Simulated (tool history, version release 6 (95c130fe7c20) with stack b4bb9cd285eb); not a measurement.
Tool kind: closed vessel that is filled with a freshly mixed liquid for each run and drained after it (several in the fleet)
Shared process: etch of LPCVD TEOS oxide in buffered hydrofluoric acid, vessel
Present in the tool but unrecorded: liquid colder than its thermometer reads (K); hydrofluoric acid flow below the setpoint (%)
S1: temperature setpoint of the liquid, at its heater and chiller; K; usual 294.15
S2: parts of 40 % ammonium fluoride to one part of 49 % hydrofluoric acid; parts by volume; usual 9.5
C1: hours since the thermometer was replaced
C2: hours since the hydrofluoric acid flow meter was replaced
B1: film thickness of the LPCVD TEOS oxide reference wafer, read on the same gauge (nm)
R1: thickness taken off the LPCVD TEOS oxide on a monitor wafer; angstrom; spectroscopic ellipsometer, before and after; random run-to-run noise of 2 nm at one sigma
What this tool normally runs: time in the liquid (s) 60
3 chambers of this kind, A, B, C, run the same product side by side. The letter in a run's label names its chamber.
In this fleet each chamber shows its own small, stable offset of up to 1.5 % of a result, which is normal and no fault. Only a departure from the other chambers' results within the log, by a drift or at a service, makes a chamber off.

run 1B hour=5 | S1=294.15 S2=9.5 time_in_the_liquid_(s)=60 | C1=217.2 C2=851.4 | B1=50.007 | R1=2015
-- hour=8.4 chamber A: thermometer replaced
run 2C hour=12.4 | S1=294.15 S2=9.5 time_in_the_liquid_(s)=60 | C1=531.1 C2=1642.1 | B1=49.994 | R1=1961.3
run 3A hour=22.4 | S1=294.15 S2=9.5 time_in_the_liquid_(s)=60 | C1=14 C2=1531.6 | B1=49.988 | R1=2022.1
run 4B hour=31.4 | S1=294.15 S2=9.5 time_in_the_liquid_(s)=60 | C1=243.6 C2=877.8 | B1=50.028 | R1=2017.5
run 5C hour=39 | S1=294.15 S2=9.5 time_in_the_liquid_(s)=60 | C1=557.7 C2=1668.7 | B1=49.983 | R1=1981.5
run 6A hour=46.6 | S1=294.15 S2=9.5 time_in_the_liquid_(s)=60 | C1=38.2 C2=1555.8 | B1=49.993 | R1=1996.7
-- hour=47.4 chamber C: thermometer replaced
run 7C hour=54 | S1=294.15 S2=9.5 time_in_the_liquid_(s)=60 | C1=6.6 C2=1683.7 | B1=50.015 | R1=1989
run 8A hour=61.5 | S1=294.15 S2=9.5 time_in_the_liquid_(s)=60 | C1=53.1 C2=1570.7 | B1=49.991 | R1=2042.3
run 9B hour=71.7 | S1=294.15 S2=9.5 time_in_the_liquid_(s)=60 | C1=283.9 C2=918.1 | B1=49.998 | R1=1962.5
run 10C hour=78.1 | S1=294.15 S2=9.5 time_in_the_liquid_(s)=60 | C1=30.7 C2=1707.8 | B1=49.99 | R1=1993.4
run 11A hour=87.9 | S1=294.15 S2=6.5 time_in_the_liquid_(s)=30 | C1=79.5 C2=1597.1 | B1=49.987 | R1=1450.2
run 12B hour=93.3 | S1=294.15 S2=6.5 time_in_the_liquid_(s)=30 | C1=305.5 C2=939.7 | B1=49.988 | R1=1435.5
run 13C hour=103.6 | S1=294.15 S2=6.5 time_in_the_liquid_(s)=30 | C1=56.2 C2=1733.3 | B1=50.005 | R1=1427.2
run 14B hour=113.4 | S1=294.15 S2=9.5 time_in_the_liquid_(s)=60 | C1=325.6 C2=959.8 | B1=49.983 | R1=1989.3
run 15A hour=123.6 | S1=294.15 S2=9.5 time_in_the_liquid_(s)=60 | C1=115.2 C2=1632.8 | B1=50 | R1=2002.9
run 16B hour=128.9 | S1=294.15 S2=9.5 time_in_the_liquid_(s)=60 | C1=341.1 C2=975.3 | B1=49.993 | R1=1977.1
run 17A hour=138.2 | S1=294.15 S2=9.5 time_in_the_liquid_(s)=60 | C1=129.8 C2=1647.4 | B1=49.999 | R1=2032.7
run 18C hour=146 | S1=294.15 S2=9.5 time_in_the_liquid_(s)=60 | C1=98.6 C2=1775.7 | B1=49.994 | R1=1982.7
run 19B hour=155.4 | S1=294.15 S2=9.5 time_in_the_liquid_(s)=60 | C1=367.6 C2=1001.8 | B1=50.009 | R1=1992.9
run 20C hour=162.3 | S1=294.15 S2=9.5 time_in_the_liquid_(s)=60 | C1=114.9 C2=1792 | B1=50.008 | R1=1987.5
-- hour=164 chamber A: hydrofluoric acid flow meter replaced
run 21A hour=167.9 | S1=294.15 S2=11 time_in_the_liquid_(s)=60 | C1=159.5 C2=4 | B1=49.957 | R1=1773.2
run 22A hour=175.9 | S1=294.15 S2=11 time_in_the_liquid_(s)=60 | C1=167.5 C2=12 | B1=50.017 | R1=1760.5
run 23B hour=185.9 | S1=294.15 S2=11 time_in_the_liquid_(s)=60 | C1=398.1 C2=1032.3 | B1=50.027 | R1=1737.7
run 24C hour=191.6 | S1=294.15 S2=9.5 time_in_the_liquid_(s)=60 | C1=144.2 C2=1821.3 | B1=49.999 | R1=1984.3
run 25B hour=201.8 | S1=294.15 S2=9.5 time_in_the_liquid_(s)=60 | C1=414 C2=1048.2 | B1=50.014 | R1=1990.2
run 26C hour=209.3 | S1=294.15 S2=9.5 time_in_the_liquid_(s)=60 | C1=161.9 C2=1839 | B1=49.984 | R1=2040.1
run 27A hour=214 | S1=294.15 S2=9.5 time_in_the_liquid_(s)=60 | C1=205.6 C2=50.1 | B1=49.983 | R1=1997.8
run 28A hour=219.4 | S1=294.15 S2=9.5 time_in_the_liquid_(s)=60 | C1=211 C2=55.5 | B1=49.957 | R1=2014.5
run 29B hour=228.8 | S1=294.15 S2=9.5 time_in_the_liquid_(s)=60 | C1=441 C2=1075.2 | B1=49.983 | R1=1982.7
run 30C hour=233.6 | S1=294.15 S2=9.5 time_in_the_liquid_(s)=60 | C1=186.2 C2=1863.3 | B1=50.015 | R1=1997.4
run 31C hour=242.3 | S1=294.15 S2=9.5 time_in_the_liquid_(s)=60 | C1=194.9 C2=1872 | B1=50.006 | R1=2003.5
run 32A hour=252.1 | S1=294.15 S2=9.5 time_in_the_liquid_(s)=60 | C1=243.7 C2=88.2 | B1=49.989 | R1=2037.9
run 33B hour=259.7 | S1=294.15 S2=9.5 time_in_the_liquid_(s)=60 | C1=471.9 C2=1106.1 | B1=50.051 | R1=1969.5
run 34A hour=269.1 | S1=294.15 S2=9.5 time_in_the_liquid_(s)=60 | C1=260.7 C2=105.2 | B1=50.015 | R1=2028.4
run 35B hour=276 | S1=294.15 S2=9.5 time_in_the_liquid_(s)=60 | C1=488.2 C2=1122.4 | B1=49.967 | R1=1968.6
run 36C hour=280.8 | S1=294.15 S2=11 time_in_the_liquid_(s)=60 | C1=233.4 C2=1910.5 | B1=50.046 | R1=1757.1
run 37A hour=288.3 | S1=294.15 S2=11 time_in_the_liquid_(s)=60 | C1=279.9 C2=124.4 | B1=50.019 | R1=1771.5
run 38B hour=298.2 | S1=294.15 S2=11 time_in_the_liquid_(s)=60 | C1=510.4 C2=1144.6 | B1=49.985 | R1=1735.4
run 39C hour=303.6 | S1=294.15 S2=9.5 time_in_the_liquid_(s)=60 | C1=256.2 C2=1933.3 | B1=49.978 | R1=1982.2
run 40A hour=312 | S1=294.15 S2=9.5 time_in_the_liquid_(s)=60 | C1=303.6 C2=148.1 | B1=49.977 | R1=2016.6
run 41B hour=320.8 | S1=294.15 S2=9.5 time_in_the_liquid_(s)=60 | C1=533 C2=1167.2 | B1=50.005 | R1=1961.7

Next, all 3 chambers run the settings below, one line each with question marks for the results. What does each chamber give?
run 42A hour=328.2 | S1=294.15 S2=9.5 time_in_the_liquid_(s)=60 | R1=?
run 42B hour=328.2 | S1=294.15 S2=9.5 time_in_the_liquid_(s)=60 | R1=?
run 42C hour=328.2 | S1=294.15 S2=9.5 time_in_the_liquid_(s)=60 | R1=?

run=42A R1=2001.8
run=42B R1=1954.1
run=42C R1=1990.1

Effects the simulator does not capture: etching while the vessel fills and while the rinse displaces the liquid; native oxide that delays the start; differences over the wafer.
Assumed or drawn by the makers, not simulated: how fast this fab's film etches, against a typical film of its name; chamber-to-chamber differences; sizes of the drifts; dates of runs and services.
